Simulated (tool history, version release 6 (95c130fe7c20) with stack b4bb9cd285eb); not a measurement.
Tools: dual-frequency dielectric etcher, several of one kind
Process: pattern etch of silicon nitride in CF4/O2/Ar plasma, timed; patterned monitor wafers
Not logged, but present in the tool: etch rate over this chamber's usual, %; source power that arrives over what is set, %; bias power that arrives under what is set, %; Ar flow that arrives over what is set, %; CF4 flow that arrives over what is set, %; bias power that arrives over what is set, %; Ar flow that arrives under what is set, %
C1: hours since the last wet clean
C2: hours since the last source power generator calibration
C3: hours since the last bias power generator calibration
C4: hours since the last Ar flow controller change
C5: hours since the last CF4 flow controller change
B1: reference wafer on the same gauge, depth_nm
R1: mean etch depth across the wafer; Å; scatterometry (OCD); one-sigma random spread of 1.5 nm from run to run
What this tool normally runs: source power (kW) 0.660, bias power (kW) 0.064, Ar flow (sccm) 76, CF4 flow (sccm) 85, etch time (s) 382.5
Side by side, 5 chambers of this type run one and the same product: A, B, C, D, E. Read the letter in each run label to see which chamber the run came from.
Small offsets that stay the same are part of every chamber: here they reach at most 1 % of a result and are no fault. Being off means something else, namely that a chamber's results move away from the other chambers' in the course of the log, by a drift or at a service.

run 1A hour=2.6 | source_power_(kW)=0.660 bias_power_(kW)=0.064 Ar_flow_(sccm)=76 CF4_flow_(sccm)=85 etch_time_(s)=382.5 | C1=114.0 C2=765.8 C3=2434.7 C4=2030.1 C5=4014.8 | B1=1230.7 | R1=10218.0
-- hour=4.7 chamber D: bias power generator calibrated
run 2D hour=5.5 | source_power_(kW)=0.660 bias_power_(kW)=0.064 Ar_flow_(sccm)=76 CF4_flow_(sccm)=85 etch_time_(s)=382.5 | C1=513.9 C2=1650.7 C3=0.8 C4=1446.7 C5=389.2 | B1=1230.5 | R1=10271.0
run 3B hour=9.9 | source_power_(kW)=0.660 bias_power_(kW)=0.064 Ar_flow_(sccm)=76 CF4_flow_(sccm)=85 etch_time_(s)=382.5 | C1=253.5 C2=1301.6 C3=907.3 C4=4474.4 C5=1753.9 | B1=1230.1 | R1=10391.0
run 4E hour=14.7 | source_power_(kW)=0.660 bias_power_(kW)=0.064 Ar_flow_(sccm)=76 CF4_flow_(sccm)=85 etch_time_(s)=382.5 | C1=424.9 C2=1351.5 C3=2581.7 C4=2402.1 C5=709.1 | B1=1231.0 | R1=10373.0
run 5C hour=17.7 | source_power_(kW)=0.660 bias_power_(kW)=0.064 Ar_flow_(sccm)=76 CF4_flow_(sccm)=85 etch_time_(s)=382.5 | C1=40.7 C2=153.2 C3=945.5 C4=1793.3 C5=4518.0 | B1=1231.1 | R1=10321.0
run 6D hour=20.5 | source_power_(kW)=0.660 bias_power_(kW)=0.064 Ar_flow_(sccm)=76 CF4_flow_(sccm)=85 etch_time_(s)=382.5 | C1=528.9 C2=1665.7 C3=15.8 C4=1461.7 C5=404.2 | B1=1231.2 | R1=10271.0
run 7E hour=23.9 | source_power_(kW)=0.660 bias_power_(kW)=0.064 Ar_flow_(sccm)=76 CF4_flow_(sccm)=85 etch_time_(s)=382.5 | C1=434.1 C2=1360.7 C3=2590.9 C4=2411.3 C5=718.3 | B1=1231.0 | R1=10361.0
run 8A hour=28.1 | source_power_(kW)=0.660 bias_power_(kW)=0.064 Ar_flow_(sccm)=76 CF4_flow_(sccm)=85 etch_time_(s)=382.5 | C1=139.5 C2=791.3 C3=2460.2 C4=2055.6 C5=4040.3 | B1=1230.8 | R1=10242.0
run 9C hour=32.8 | source_power_(kW)=0.660 bias_power_(kW)=0.064 Ar_flow_(sccm)=76 CF4_flow_(sccm)=85 etch_time_(s)=382.5 | C1=55.8 C2=168.3 C3=960.6 C4=1808.4 C5=4533.1 | B1=1231.2 | R1=10338.0
run 10B hour=36.5 | source_power_(kW)=0.660 bias_power_(kW)=0.064 Ar_flow_(sccm)=76 CF4_flow_(sccm)=85 etch_time_(s)=382.5 | C1=280.1 C2=1328.2 C3=933.9 C4=4501.0 C5=1780.5 | B1=1231.8 | R1=10411.0
run 11C hour=39.4 | source_power_(kW)=0.660 bias_power_(kW)=0.064 Ar_flow_(sccm)=76 CF4_flow_(sccm)=85 etch_time_(s)=382.5 | C1=62.4 C2=174.9 C3=967.2 C4=1815.0 C5=4539.7 | B1=1231.5 | R1=10313.0
run 12D hour=43.7 | source_power_(kW)=0.660 bias_power_(kW)=0.064 Ar_flow_(sccm)=76 CF4_flow_(sccm)=85 etch_time_(s)=382.5 | C1=552.1 C2=1688.9 C3=39.0 C4=1484.9 C5=427.4 | B1=1231.9 | R1=10266.0
run 13A hour=48.7 | source_power_(kW)=0.660 bias_power_(kW)=0.064 Ar_flow_(sccm)=76 CF4_flow_(sccm)=71 etch_time_(s)=382.5 | C1=160.1 C2=811.9 C3=2480.8 C4=2076.2 C5=4060.9 | B1=1232.1 | R1=10035.0
run 14B hour=53.0 | source_power_(kW)=0.660 bias_power_(kW)=0.064 Ar_flow_(sccm)=76 CF4_flow_(sccm)=71 etch_time_(s)=382.5 | C1=296.6 C2=1344.7 C3=950.4 C4=4517.5 C5=1797.0 | B1=1232.3 | R1=10183.0
run 15E hour=56.0 | source_power_(kW)=0.660 bias_power_(kW)=0.064 Ar_flow_(sccm)=76 CF4_flow_(sccm)=71 etch_time_(s)=382.5 | C1=466.2 C2=1392.8 C3=2623.0 C4=2443.4 C5=750.4 | B1=1232.7 | R1=10154.0
run 16B hour=58.3 | source_power_(kW)=0.660 bias_power_(kW)=0.064 Ar_flow_(sccm)=76 CF4_flow_(sccm)=71 etch_time_(s)=382.5 | C1=301.9 C2=1350.0 C3=955.7 C4=4522.8 C5=1802.3 | B1=1232.4 | R1=10177.0
run 17C hour=63.2 | source_power_(kW)=0.660 bias_power_(kW)=0.064 Ar_flow_(sccm)=76 CF4_flow_(sccm)=71 etch_time_(s)=382.5 | C1=86.2 C2=198.7 C3=991.0 C4=1838.8 C5=4563.5 | B1=1233.4 | R1=10135.0
run 18E hour=65.9 | source_power_(kW)=0.660 bias_power_(kW)=0.064 Ar_flow_(sccm)=76 CF4_flow_(sccm)=85 etch_time_(s)=382.5 | C1=476.1 C2=1402.7 C3=2632.9 C4=2453.3 C5=760.3 | B1=1233.2 | R1=10377.0
run 19A hour=68.2 | source_power_(kW)=0.660 bias_power_(kW)=0.064 Ar_flow_(sccm)=76 CF4_flow_(sccm)=85 etch_time_(s)=382.5 | C1=179.6 C2=831.4 C3=2500.3 C4=2095.7 C5=4080.4 | B1=1233.2 | R1=10251.0
-- hour=70.5 chamber A: bias power generator calibrated
run 20D hour=72.2 | source_power_(kW)=0.750 bias_power_(kW)=0.064 Ar_flow_(sccm)=76 CF4_flow_(sccm)=85 etch_time_(s)=288.0 | C1=580.6 C2=1717.4 C3=67.5 C4=1513.4 C5=455.9 | B1=1232.9 | R1=8686.8
run 21C hour=76.5 | source_power_(kW)=0.750 bias_power_(kW)=0.064 Ar_flow_(sccm)=76 CF4_flow_(sccm)=85 etch_time_(s)=288.0 | C1=99.5 C2=212.0 C3=1004.3 C4=1852.1 C5=4576.8 | B1=1233.7 | R1=8721.0
run 22E hour=80.3 | source_power_(kW)=0.750 bias_power_(kW)=0.064 Ar_flow_(sccm)=76 CF4_flow_(sccm)=85 etch_time_(s)=288.0 | C1=490.5 C2=1417.1 C3=2647.3 C4=2467.7 C5=774.7 | B1=1233.7 | R1=8732.6
run 23A hour=84.4 | source_power_(kW)=0.750 bias_power_(kW)=0.064 Ar_flow_(sccm)=76 CF4_flow_(sccm)=85 etch_time_(s)=288.0 | C1=195.8 C2=847.6 C3=14.0 C4=2111.9 C5=4096.6 | B1=1234.5 | R1=8629.8
run 24B hour=87.9 | source_power_(kW)=0.750 bias_power_(kW)=0.064 Ar_flow_(sccm)=76 CF4_flow_(sccm)=85 etch_time_(s)=288.0 | C1=331.5 C2=1379.6 C3=985.3 C4=4552.4 C5=1831.9 | B1=1234.3 | R1=8772.4
run 25D hour=92.6 | source_power_(kW)=0.660 bias_power_(kW)=0.064 Ar_flow_(sccm)=76 CF4_flow_(sccm)=85 etch_time_(s)=382.5 | C1=601.0 C2=1737.8 C3=87.9 C4=1533.8 C5=476.3 | B1=1234.3 | R1=10273.0
run 26D hour=95.4 | source_power_(kW)=0.660 bias_power_(kW)=0.064 Ar_flow_(sccm)=88 CF4_flow_(sccm)=85 etch_time_(s)=382.5 | C1=603.8 C2=1740.6 C3=90.7 C4=1536.6 C5=479.1 | B1=1234.4 | R1=10144.0
run 27B hour=98.8 | source_power_(kW)=0.660 bias_power_(kW)=0.064 Ar_flow_(sccm)=88 CF4_flow_(sccm)=85 etch_time_(s)=382.5 | C1=342.4 C2=1390.5 C3=996.2 C4=4563.3 C5=1842.8 | B1=1234.5 | R1=10225.0
run 28E hour=102.5 | source_power_(kW)=0.660 bias_power_(kW)=0.064 Ar_flow_(sccm)=88 CF4_flow_(sccm)=85 etch_time_(s)=382.5 | C1=512.7 C2=1439.3 C3=2669.5 C4=2489.9 C5=796.9 | B1=1234.4 | R1=10218.0
run 29C hour=106.6 | source_power_(kW)=0.660 bias_power_(kW)=0.064 Ar_flow_(sccm)=88 CF4_flow_(sccm)=85 etch_time_(s)=382.5 | C1=129.6 C2=242.1 C3=1034.4 C4=1882.2 C5=4606.9 | B1=1235.3 | R1=10199.0
run 30A hour=111.6 | source_power_(kW)=0.660 bias_power_(kW)=0.064 Ar_flow_(sccm)=88 CF4_flow_(sccm)=85 etch_time_(s)=382.5 | C1=223.0 C2=874.8 C3=41.2 C4=2139.1 C5=4123.8 | B1=1235.0 | R1=10118.0
run 31E hour=116.4 | source_power_(kW)=0.660 bias_power_(kW)=0.064 Ar_flow_(sccm)=76 CF4_flow_(sccm)=85 etch_time_(s)=382.5 | C1=526.6 C2=1453.2 C3=2683.4 C4=2503.8 C5=810.8 | B1=1235.6 | R1=10385.0
run 32D hour=119.4 | source_power_(kW)=0.660 bias_power_(kW)=0.064 Ar_flow_(sccm)=76 CF4_flow_(sccm)=85 etch_time_(s)=382.5 | C1=627.8 C2=1764.6 C3=114.7 C4=1560.6 C5=503.1 | B1=1235.3 | R1=10308.0
run 33B hour=124.0 | source_power_(kW)=0.660 bias_power_(kW)=0.064 Ar_flow_(sccm)=76 CF4_flow_(sccm)=85 etch_time_(s)=382.5 | C1=367.6 C2=1415.7 C3=1021.4 C4=4588.5 C5=1868.0 | B1=1235.4 | R1=10422.0
run 34A hour=127.7 | source_power_(kW)=0.660 bias_power_(kW)=0.064 Ar_flow_(sccm)=76 CF4_flow_(sccm)=85 etch_time_(s)=382.5 | C1=239.1 C2=890.9 C3=57.3 C4=2155.2 C5=4139.9 | B1=1235.9 | R1=10278.0
run 35C hour=130.8 | source_power_(kW)=0.660 bias_power_(kW)=0.064 Ar_flow_(sccm)=76 CF4_flow_(sccm)=85 etch_time_(s)=382.5 | C1=153.8 C2=266.3 C3=1058.6 C4=1906.4 C5=4631.1 | B1=1236.1 | R1=10396.0
run 36E hour=134.6 | source_power_(kW)=0.660 bias_power_(kW)=0.064 Ar_flow_(sccm)=76 CF4_flow_(sccm)=85 etch_time_(s)=382.5 | C1=544.8 C2=1471.4 C3=2701.6 C4=2522.0 C5=829.0 | B1=1235.7 | R1=10388.0
run 37C hour=137.6 | source_power_(kW)=0.660 bias_power_(kW)=0.074 Ar_flow_(sccm)=76 CF4_flow_(sccm)=85 etch_time_(s)=321.5 | C1=160.6 C2=273.1 C3=1065.4 C4=1913.2 C5=4637.9 | B1=1236.1 | R1=9228.2
run 38B hour=141.1 | source_power_(kW)=0.660 bias_power_(kW)=0.074 Ar_flow_(sccm)=76 CF4_flow_(sccm)=85 etch_time_(s)=321.5 | C1=384.7 C2=1432.8 C3=1038.5 C4=4605.6 C5=1885.1 | B1=1236.4 | R1=9305.8
-- hour=143.2 chamber D: wet clean of the chamber
run 39D hour=145.9 | source_power_(kW)=0.660 bias_power_(kW)=0.074 Ar_flow_(sccm)=76 CF4_flow_(sccm)=85 etch_time_(s)=321.5 | C1=2.7 C2=1791.1 C3=141.2 C4=1587.1 C5=529.6 | B1=1236.7 | R1=9152.1
run 40A hour=148.7 | source_power_(kW)=0.660 bias_power_(kW)=0.074 Ar_flow_(sccm)=76 CF4_flow_(sccm)=85 etch_time_(s)=321.5 | C1=260.1 C2=911.9 C3=78.3 C4=2176.2 C5=4160.9 | B1=1236.4 | R1=9107.5
run 41E hour=153.7 | source_power_(kW)=0.660 bias_power_(kW)=0.074 Ar_flow_(sccm)=76 CF4_flow_(sccm)=85 etch_time_(s)=321.5 | C1=563.9 C2=1490.5 C3=2720.7 C4=2541.1 C5=848.1 | B1=1236.8 | R1=9256.1
run 42B hour=157.7 | source_power_(kW)=0.660 bias_power_(kW)=0.064 Ar_flow_(sccm)=76 CF4_flow_(sccm)=85 etch_time_(s)=382.5 | C1=401.3 C2=1449.4 C3=1055.1 C4=4622.2 C5=1901.7 | B1=1237.5 | R1=10421.0
run 43C hour=161.0 | source_power_(kW)=0.660 bias_power_(kW)=0.064 Ar_flow_(sccm)=76 CF4_flow_(sccm)=85 etch_time_(s)=382.5 | C1=184.0 C2=296.5 C3=1088.8 C4=1936.6 C5=4661.3 | B1=1237.6 | R1=10363.0

All 5 chambers run these settings next. Forecast each chamber's results:
run 44A hour=164.6 | source_power_(kW)=0.660 bias_power_(kW)=0.064 Ar_flow_(sccm)=76 CF4_flow_(sccm)=85 etch_time_(s)=382.5 | R1=?
run 44B hour=164.6 | source_power_(kW)=0.660 bias_power_(kW)=0.064 Ar_flow_(sccm)=76 CF4_flow_(sccm)=85 etch_time_(s)=382.5 | R1=?
run 44C hour=164.6 | source_power_(kW)=0.660 bias_power_(kW)=0.064 Ar_flow_(sccm)=76 CF4_flow_(sccm)=85 etch_time_(s)=382.5 | R1=?
run 44D hour=164.6 | source_power_(kW)=0.660 bias_power_(kW)=0.064 Ar_flow_(sccm)=76 CF4_flow_(sccm)=85 etch_time_(s)=382.5 | R1=?
run 44E hour=164.6 | source_power_(kW)=0.660 bias_power_(kW)=0.064 Ar_flow_(sccm)=76 CF4_flow_(sccm)=85 etch_time_(s)=382.5 | R1=?

run=44A R1=10294.0
run=44B R1=10433.0
run=44C R1=10385.0
run=44D R1=10316.0
run=44E R1=10444.0
